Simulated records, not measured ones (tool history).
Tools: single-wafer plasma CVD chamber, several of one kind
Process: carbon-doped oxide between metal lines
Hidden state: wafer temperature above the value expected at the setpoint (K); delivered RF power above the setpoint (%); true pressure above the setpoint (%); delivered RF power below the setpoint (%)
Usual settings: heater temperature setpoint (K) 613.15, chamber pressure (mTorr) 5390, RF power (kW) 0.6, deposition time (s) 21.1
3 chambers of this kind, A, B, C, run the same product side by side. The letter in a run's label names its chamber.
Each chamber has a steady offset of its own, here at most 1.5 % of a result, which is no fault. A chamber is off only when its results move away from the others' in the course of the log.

| run | hour | heater temperature setpoint (K) | chamber pressure (mTorr) | RF power (kW) | deposition time (s) | hours since the last thermocouple change | hours since the last RF generator calibration | hours since the last manometer calibration | read-back reference wafer on the same gauge, thickness_nm | mean film thickness on the monitor wafer (Å) |
|---|---|---|---|---|---|---|---|---|---|---|
| 1A | 9.5 | 613.15 | 5390 | 0.6 | 21.1 | 736.7 | 462.5 | 539.4 | 122.03 | 1275.3 |
| 2B | 19.6 | 613.15 | 5390 | 0.6 | 21.1 | 1111.4 | 475.3 | 712.9 | 122.06 | 1256.4 |
| 3C | 27.3 | 613.15 | 5390 | 0.6 | 21.1 | 2036.4 | 395.4 | 2199.6 | 121.99 | 1245.1 |
| 4B | 33 | 613.15 | 5390 | 0.6 | 21.1 | 1124.8 | 488.7 | 726.3 | 122.03 | 1257.3 |
| 5C | 42.3 | 613.15 | 5390 | 0.6 | 21.1 | 2051.4 | 410.4 | 2214.6 | 122.02 | 1248.5 |
| 6A | 53.3 | 613.15 | 5390 | 0.6 | 21.1 | 780.5 | 506.3 | 583.2 | 122.06 | 1272.2 |
| 7C | 63.9 | 613.15 | 5390 | 0.6 | 21.1 | 2073 | 432 | 2236.2 | 122.02 | 1246.9 |
| 8A | 75.6 | 613.15 | 5390 | 0.6 | 21.1 | 802.8 | 528.6 | 605.5 | 121.97 | 1276.2 |
| 9B | 87.3 | 613.15 | 5390 | 0.6 | 21.1 | 1179.1 | 543 | 780.6 | 122.03 | 1266.1 |
| 10B | 94.5 | 613.15 | 5390 | 0.6 | 21.1 | 1186.3 | 550.2 | 787.8 | 121.84 | 1257.9 |
| 11A | 104 | 613.15 | 5390 | 0.6 | 21.1 | 831.2 | 557 | 633.9 | 122.06 | 1265.2 |
| 12C | 111.7 | 613.15 | 5390 | 0.6 | 21.1 | 2120.8 | 479.8 | 2284 | 121.98 | 1249.4 |
| 13B | 120.6 | 613.15 | 5390 | 0.6 | 21.1 | 1212.4 | 576.3 | 813.9 | 122.01 | 1264.7 |
| 14A | 126.6 | 613.15 | 5390 | 0.6 | 21.1 | 853.8 | 579.6 | 656.5 | 121.94 | 1265.9 |
| 15C | 135.2 | 613.15 | 5390 | 0.6 | 21.1 | 2144.3 | 503.3 | 2307.5 | 122.01 | 1249.5 |
| 16C | 142.7 | 613.15 | 5390 | 0.6 | 21.1 | 2151.8 | 510.8 | 2315 | 121.91 | 1247.6 |
| 17B | 152.1 | 613.15 | 5390 | 0.6 | 21.1 | 1243.9 | 607.8 | 845.4 | 121.91 | 1268.9 |
|  | 157 | chamber A: thermocouple changed; heater temperature recalibrated |
| 18A | 161.4 | 613.15 | 5390 | 0.6 | 21.1 | 4.4 | 614.4 | 691.3 | 121.89 | 1273.7 |
| 19A | 169.6 | 613.15 | 5390 | 0.6 | 21.1 | 12.6 | 622.6 | 699.5 | 122.09 | 1273.7 |
| 20B | 181.7 | 613.15 | 4570 | 0.505 | 21.1 | 1273.5 | 637.4 | 875 | 121.93 | 1103 |
| 21C | 187.6 | 613.15 | 4570 | 0.505 | 21.1 | 2196.7 | 555.7 | 2359.9 | 122.14 | 1093.9 |
| 22A | 194.6 | 613.15 | 4570 | 0.505 | 21.1 | 37.6 | 647.6 | 724.5 | 122.03 | 1110.4 |
| 23B | 207.1 | 613.15 | 5390 | 0.6 | 21.1 | 1298.9 | 662.8 | 900.4 | 121.97 | 1256.5 |
| 24C | 216.1 | 613.15 | 5390 | 0.6 | 21.1 | 2225.2 | 584.2 | 2388.4 | 122.09 | 1241.8 |
| 25A | 221.7 | 613.15 | 5390 | 0.6 | 21.1 | 64.7 | 674.7 | 751.6 | 122.04 | 1277.8 |
| 26C | 233 | 613.15 | 5390 | 0.6 | 21.1 | 2242.1 | 601.1 | 2405.3 | 122.06 | 1253.3 |
| 27B | 244.3 | 613.15 | 5390 | 0.53 | 21.1 | 1336.1 | 700 | 937.6 | 122.06 | 1168.1 |
|  | 248.1 | chamber C: thermocouple changed; heater temperature recalibrated |
|  | 252.8 | chamber B: thermocouple changed; heater temperature recalibrated |
| 28A | 255.1 | 613.15 | 5390 | 0.53 | 21.1 | 98.1 | 708.1 | 785 | 121.9 | 1183.8 |
| 29C | 266.8 | 613.15 | 5390 | 0.53 | 21.1 | 18.7 | 634.9 | 2439.1 | 121.99 | 1156.8 |
|  | 269.9 | chamber C: capacitance manometer re-zeroed and calibrated |
| 30B | 276.9 | 613.15 | 5390 | 0.6 | 21.1 | 24.1 | 732.6 | 970.2 | 121.88 | 1264.6 |
| 31C | 282.7 | 613.15 | 5390 | 0.6 | 21.1 | 34.6 | 650.8 | 12.9 | 122.03 | 1254 |
| 32A | 290 | 613.15 | 5390 | 0.6 | 21.1 | 133 | 743 | 819.9 | 121.98 | 1272.9 |

What goes on in this fleet: one chamber off, a drifting gauge, or nothing beyond the chambers' own small offsets? Name the chamber and the cause, if any.

No chamber stands off beyond its own small offset, and the gauge holds steady.
